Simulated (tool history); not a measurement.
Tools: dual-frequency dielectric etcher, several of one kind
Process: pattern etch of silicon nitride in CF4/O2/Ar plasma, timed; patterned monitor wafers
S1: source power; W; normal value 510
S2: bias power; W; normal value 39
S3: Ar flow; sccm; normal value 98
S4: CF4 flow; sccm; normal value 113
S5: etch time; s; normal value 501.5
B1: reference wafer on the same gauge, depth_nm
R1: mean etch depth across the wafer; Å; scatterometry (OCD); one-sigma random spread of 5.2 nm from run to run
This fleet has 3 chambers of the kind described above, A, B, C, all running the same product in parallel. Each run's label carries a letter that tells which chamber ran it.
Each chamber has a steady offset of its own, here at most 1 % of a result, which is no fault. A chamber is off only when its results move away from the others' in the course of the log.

run,day,S1,S2,S3,S4,S5,B1,R1
1B,0.354,510,39,98,113,501.5,757.87,8967.9
2C,0.762,510,39,98,113,501.5,757.25,8990.4
# day 1.033: chamber B: wet clean of the chamber
3A,1.075,510,39,98,113,501.5,758.47,9065.3
4B,1.308,510,39,98,113,501.5,759.09,9046.3
5A,1.650,510,39,98,113,579.5,758.49,10447.0
6C,1.854,510,39,98,113,579.5,757.27,10475.0
# day 2.062: chamber C: Ar flow controller replaced
7C,2.208,510,39,98,113,579.5,759.06,10475.0
8A,2.538,510,39,98,113,501.5,758.80,9104.7
9B,2.788,510,39,86,113,407.0,758.23,7456.9
10C,3.038,510,39,86,113,407.0,758.39,7428.5
# day 3.088: chamber C: wet clean of the chamber
11B,3.288,510,39,86,113,407.0,758.29,7500.1
12A,3.717,510,39,98,113,501.5,758.24,9043.6
13A,3.946,510,39,98,113,501.5,757.93,9085.3
14B,4.304,510,39,98,113,501.5,757.57,9075.6
15C,4.538,510,39,98,113,501.5,757.65,9126.8
16C,4.858,510,39,98,113,501.5,758.21,9033.9
17B,5.121,510,39,98,113,501.5,757.76,8943.9
18A,5.567,510,39,98,113,501.5,757.14,9051.6
19B,5.925,510,39,98,113,501.5,758.29,9070.0
20C,6.200,510,39,98,113,501.5,758.74,9067.9
21A,6.492,510,39,98,113,501.5,758.10,9075.8
22A,6.917,510,39,98,113,501.5,758.23,9009.0

One chamber off, gauge drift, or nothing amiss beyond the chambers' own small offsets? If it is a chamber, which one, and what is the likeliest cause?

Nothing is wrong: each chamber keeps only its own small, steady offset and the gauge holds still.

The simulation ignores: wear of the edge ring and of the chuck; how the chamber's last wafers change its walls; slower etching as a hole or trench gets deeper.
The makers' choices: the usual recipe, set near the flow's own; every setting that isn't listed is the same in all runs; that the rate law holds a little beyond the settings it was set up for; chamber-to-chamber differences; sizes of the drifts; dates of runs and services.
